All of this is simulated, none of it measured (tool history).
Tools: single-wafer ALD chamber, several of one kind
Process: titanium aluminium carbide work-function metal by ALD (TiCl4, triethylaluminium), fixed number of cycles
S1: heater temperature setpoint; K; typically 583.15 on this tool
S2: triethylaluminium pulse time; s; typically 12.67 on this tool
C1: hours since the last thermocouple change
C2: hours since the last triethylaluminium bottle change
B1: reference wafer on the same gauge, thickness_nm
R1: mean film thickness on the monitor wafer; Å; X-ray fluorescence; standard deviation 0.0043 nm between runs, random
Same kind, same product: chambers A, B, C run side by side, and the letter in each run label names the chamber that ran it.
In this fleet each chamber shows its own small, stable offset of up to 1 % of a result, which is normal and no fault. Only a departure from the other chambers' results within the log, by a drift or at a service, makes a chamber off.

run,hour,S1,S2,C1,C2,B1,R1
1C,5.6,583.15,12.67,772.7,592.9,1.7793,21.305
2A,13.2,583.15,12.67,216.7,343.8,1.7794,21.354
3B,19.5,583.15,12.67,2361.5,186.5,1.7809,21.095
4B,27.6,583.15,12.67,2369.6,194.6,1.7786,21.177
5A,37.3,583.15,12.67,240.8,367.9,1.779,21.36
6C,42.2,583.15,12.67,809.3,629.5,1.7798,21.299
7A,53.2,583.15,12.67,256.7,383.8,1.7806,21.336
8C,62.1,583.15,12.67,829.2,649.4,1.7802,21.316
9B,68.7,583.15,12.67,2410.7,235.7,1.7798,21.088
10B,73.7,595.15,12.67,2415.7,240.7,1.7799,22.233
11A,81.2,595.15,12.67,284.7,411.8,1.7795,22.362
12C,91.6,595.15,12.67,858.7,678.9,1.7799,22.345
13C,99.7,583.15,12.67,866.8,687,1.7798,21.181
14A,105.3,583.15,12.67,308.8,435.9,1.7799,21.356
15B,110.2,591.15,9.79,2452.2,277.2,1.7808,21.318
16A,120,591.15,9.79,323.5,450.6,1.7804,21.538
17B,127.5,591.15,9.79,2469.5,294.5,1.78,21.329
# hour 129.9: chamber B: thermocouple changed; heater temperature recalibrated
18C,136.9,583.15,12.67,904,724.2,1.78,21.232
19B,147.8,583.15,12.67,18,314.8,1.7791,21.154
20C,155.1,583.15,12.67,922.2,742.4,1.7803,21.235
21A,165.7,583.15,12.67,369.2,496.3,1.7805,21.325
# hour 166: chamber C: triethylaluminium bottle replaced
22B,176.7,583.15,12.67,46.9,343.7,1.7805,21.116
23C,185.1,583.15,12.67,952.2,19.1,1.7792,21.255
24A,191.1,583.15,12.67,394.6,521.7,1.7803,21.385
25C,197.7,583.15,12.67,964.8,31.7,1.7813,21.22
26A,205.2,583.15,12.67,408.7,535.8,1.7795,21.339
27B,211,583.15,12.67,81.2,378,1.78,21.077
28B,217.6,574.15,8.91,87.8,384.6,1.7801,19.59
29A,227,574.15,8.91,430.5,557.6,1.7803,19.894
30C,233.4,574.15,8.91,1000.5,67.4,1.7798,19.728
31B,239,583.15,12.67,109.2,406,1.7804,21.146
32C,249,583.15,12.67,1016.1,83,1.7805,21.239
33A,258.4,583.15,12.67,461.9,589,1.7805,21.343
34B,264.1,583.15,12.67,134.3,431.1,1.7807,21.103
35C,275,583.15,12.67,1042.1,109,1.7802,21.231
36A,284.9,583.15,12.67,488.4,615.5,1.78,21.292
37B,294.1,583.15,12.67,164.3,461.1,1.7813,21.142
38C,299,583.15,12.67,1066.1,133,1.7803,21.26
39A,306.6,583.15,12.67,510.1,637.2,1.7801,21.263
40A,315.6,583.15,12.67,519.1,646.2,1.7799,21.303
41C,323.5,583.15,12.67,1090.6,157.5,1.7812,21.359
42B,329,583.15,12.67,199.2,496,1.7803,21.059
43B,334.7,583.15,12.67,204.9,501.7,1.7802,21.084

Which is it: a chamber that has drifted or been left off by a service, a gauge drift common to all chambers, or only each chamber's usual small offset? If a chamber is off, name it and its likeliest cause.

All chambers stay in line apart from their small fixed offsets, and the gauge does not drift.
